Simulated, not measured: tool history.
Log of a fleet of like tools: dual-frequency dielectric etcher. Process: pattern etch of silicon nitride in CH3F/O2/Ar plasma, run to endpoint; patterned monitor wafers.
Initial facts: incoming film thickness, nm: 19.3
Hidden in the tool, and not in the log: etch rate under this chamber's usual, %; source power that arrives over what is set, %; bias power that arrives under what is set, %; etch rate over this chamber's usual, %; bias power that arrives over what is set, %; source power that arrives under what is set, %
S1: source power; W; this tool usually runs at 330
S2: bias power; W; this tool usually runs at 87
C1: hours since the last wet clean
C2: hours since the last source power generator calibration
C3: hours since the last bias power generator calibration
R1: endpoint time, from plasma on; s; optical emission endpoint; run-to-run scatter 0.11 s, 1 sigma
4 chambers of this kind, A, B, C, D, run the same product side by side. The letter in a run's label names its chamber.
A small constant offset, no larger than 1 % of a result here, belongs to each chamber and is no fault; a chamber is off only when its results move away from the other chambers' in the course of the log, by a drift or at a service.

run	hour	S1	S2	C1	C2	C3	R1
1D	7.5	330	87	613.4	1567.4	666.2	27.742
2C	13.1	330	87	91.2	169.4	771.6	28.083
3A	18.0	330	87	112.1	593.4	1533.4	28.011
4B	22.0	330	87	109.3	232.2	795.1	27.992
5B	30.1	330	87	117.4	240.3	803.2	28.002
6D	35.0	330	70	640.9	1594.9	693.7	30.041
7C	41.1	330	70	119.2	197.4	799.6	29.996
8A	49.3	330	70	143.4	624.7	1564.7	30.592
9C	54.4	330	70	132.5	210.7	812.9	30.192
10D	60.1	330	87	666.0	1620.0	718.8	27.778
11B	68.6	330	87	155.9	278.8	841.7	28.011
# hour 70.6: chamber D: wet clean of the chamber
12A	74.7	330	75	168.8	650.1	1590.1	29.627
13D	83.4	330	75	12.9	1643.3	742.1	29.436
14C	91.6	330	75	169.7	247.9	850.1	29.417
15B	96.8	330	75	184.1	307.0	869.9	29.634
16A	104.0	330	87	198.1	679.4	1619.4	28.478
17C	110.8	380	94	188.9	267.1	869.3	25.875
18A	116.8	380	94	210.9	692.2	1632.2	26.188
19D	124.8	380	94	54.3	1684.7	783.5	25.656
20B	133.2	380	94	220.5	343.4	906.3	25.798
21A	141.5	330	87	235.6	716.9	1656.9	28.514
22D	147.2	330	87	76.7	1707.1	805.9	27.894
23B	152.4	280	87	239.7	362.6	925.5	29.453
24C	159.9	280	87	238.0	316.2	918.4	29.742
25A	164.6	280	87	258.7	740.0	1680.0	30.413
26C	172.9	280	87	251.0	329.2	931.4	29.837
27B	180.9	330	87	268.2	391.1	954.0	28.109
28D	189.5	330	87	119.0	1749.4	848.2	27.887
29C	197.7	330	87	275.8	354.0	956.2	27.927
30D	205.5	330	87	135.0	1765.4	864.2	27.787
31A	211.8	330	87	305.9	787.2	1727.2	28.808
32B	218.8	400	79	306.1	429.0	991.9	26.915
33C	224.4	400	79	302.5	380.7	982.9	26.857
34D	230.1	400	79	159.6	1790.0	888.8	26.765
# hour 232.0: chamber D: source power generator calibrated
35B	238.2	400	79	325.5	448.4	1011.3	27.092
36A	245.8	330	87	339.9	821.2	1761.2	28.958
37A	254.4	330	87	348.5	829.8	1769.8	28.970
38C	258.7	330	87	336.8	415.0	1017.2	27.968
39B	264.8	330	87	352.1	475.0	1037.9	28.020
40D	271.1	290	87	200.6	39.2	929.8	29.287
41B	279.6	290	87	366.9	489.8	1052.7	29.341
42D	286.5	290	87	216.0	54.6	945.2	29.151
43A	291.0	290	87	385.1	866.4	1806.4	30.693
44C	296.6	330	87	374.7	452.9	1055.1	27.910

The same settings go to every chamber for the next run, one line per chamber below. Forecast the results for each:
45A	303.1	330	87				?
45B	303.1	330	87				?
45C	303.1	330	87				?
45D	303.1	330	87				?

run	R1
45A	29.392
45B	28.166
45C	27.936
45D	28.001

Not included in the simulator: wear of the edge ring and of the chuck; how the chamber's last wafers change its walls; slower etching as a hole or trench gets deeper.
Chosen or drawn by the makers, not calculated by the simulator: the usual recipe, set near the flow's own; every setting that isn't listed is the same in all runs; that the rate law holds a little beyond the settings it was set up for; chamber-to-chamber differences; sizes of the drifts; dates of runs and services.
